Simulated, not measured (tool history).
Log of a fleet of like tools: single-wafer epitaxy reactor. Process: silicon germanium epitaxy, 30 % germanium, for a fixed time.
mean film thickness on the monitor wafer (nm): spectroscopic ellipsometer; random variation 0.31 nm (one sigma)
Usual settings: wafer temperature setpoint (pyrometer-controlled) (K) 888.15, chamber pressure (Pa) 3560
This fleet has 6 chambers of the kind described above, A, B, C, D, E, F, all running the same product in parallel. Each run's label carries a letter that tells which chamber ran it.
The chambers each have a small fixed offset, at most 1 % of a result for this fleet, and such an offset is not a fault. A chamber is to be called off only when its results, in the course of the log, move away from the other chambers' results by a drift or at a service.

run     day  wafer temperature setpoint (pyrometer-controlled) (K)  chamber pressure (Pa)  read-back reference wafer on the same gauge, thickness_nm  mean film thickness on the monitor wafer (nm)
 1C   0.204                                                 888.15                   3560                                                     87.873                                         87.095
 2E   0.538                                                 888.15                   3560                                                     87.894                                         86.134
 3D   0.854                                                 888.15                   3560                                                     87.956                                         86.229
 4B   1.158                                                 888.15                   3560                                                     87.891                                         86.498
 5A    1.35                                                 888.15                   3560                                                     87.978                                         87.317
 6F   1.583                                                 888.15                   3560                                                     87.892                                         85.494
 7C   1.904                                                 888.15                   3560                                                     87.869                                          87.85
 8A   2.112                                                 896.15                   3853                                                     87.876                                         104.21
 9E     2.4                                                 896.15                   3853                                                      87.88                                         101.47
10D   2.608                                                 896.15                   3853                                                      87.93                                         101.68
      2.767  -- chamber F: pyrometer calibrated
11B   2.904                                                 896.15                   3853                                                     87.833                                         102.64
12F   3.142                                                 896.15                   3853                                                     87.837                                         102.21
13C   3.467                                                 896.15                   3853                                                     87.885                                         104.34
14B   3.642                                                 888.15                   3560                                                     87.968                                         86.663
        3.7  -- chamber D: capacitance manometer re-zeroed and calibrated
15F   3.792                                                 888.15                   3226                                                      87.98                                         83.115
16E   3.979                                                 888.15                   3226                                                     88.001                                         82.956
17A   4.154                                                 888.15                   3226                                                     87.879                                         84.205
18D   4.329                                                 888.15                   3226                                                     87.946                                         83.009
19E   4.617                                                 888.15                   3226                                                     87.937                                         82.251
20D   4.925                                                 888.15                   3226                                                     87.942                                         83.625
21B   5.262                                                 888.15                   3560                                                     87.909                                          86.58
22C   5.479                                                 888.15                   3560                                                      87.87                                          87.43
23A   5.662                                                 888.15                   3560                                                     87.896                                         87.576
24F   5.879                                                 888.15                   3560                                                     87.891                                         85.971
25E   6.175                                                 888.15                   3560                                                     87.875                                         85.681
26C   6.496                                                 881.15                   3146                                                     87.933                                         73.565
27D   6.783                                                 881.15                   3146                                                     87.855                                         72.826
      7.108  -- chamber B: pyrometer calibrated
28B   7.121                                                 881.15                   3146                                                     87.863                                         72.766
      7.404  -- chamber D: pyrometer calibrated
29A    7.45                                                 881.15                   3146                                                     87.904                                         73.758
30F    7.65                                                 881.15                   3146                                                     87.836                                         72.483
31D   7.954                                                 881.15                   3146                                                     87.897                                         73.005
32F   8.283                                                 878.15                   2960                                                     87.864                                         66.867
33A   8.496                                                 878.15                   2960                                                     87.946                                         67.482
34B   8.804                                                 878.15                   2960                                                     87.885                                          66.82
35E   8.975                                                 878.15                   2960                                                     87.888                                         66.904
36C   9.312                                                 878.15                   2960                                                     87.979                                         68.017
37E   9.517                                                 878.15                   2960                                                     87.894                                         66.996
38A   9.792                                                 878.15                   3146                                                     87.891                                         69.715
39D  10.138                                                 878.15                   3146                                                     87.897                                           68.9
40F  10.458                                                 878.15                   3146                                                     87.966                                          68.79

Predict what each chamber gives when all 6 of them run the settings below next.
41A  10.704                                                 888.15                   3560                                                                                                         ?
41B  10.704                                                 888.15                   3560                                                                                                         ?
41C  10.704                                                 888.15                   3560                                                                                                         ?
41D  10.704                                                 888.15                   3560                                                                                                         ?
41E  10.704                                                 888.15                   3560                                                                                                         ?
41F  10.704                                                 888.15                   3560                                                                                                         ?

run  mean film thickness on the monitor wafer (nm)
41A                                         87.442
41B                                         86.547
41C                                         87.201
41D                                         85.548
41E                                         85.549
41F                                         85.693
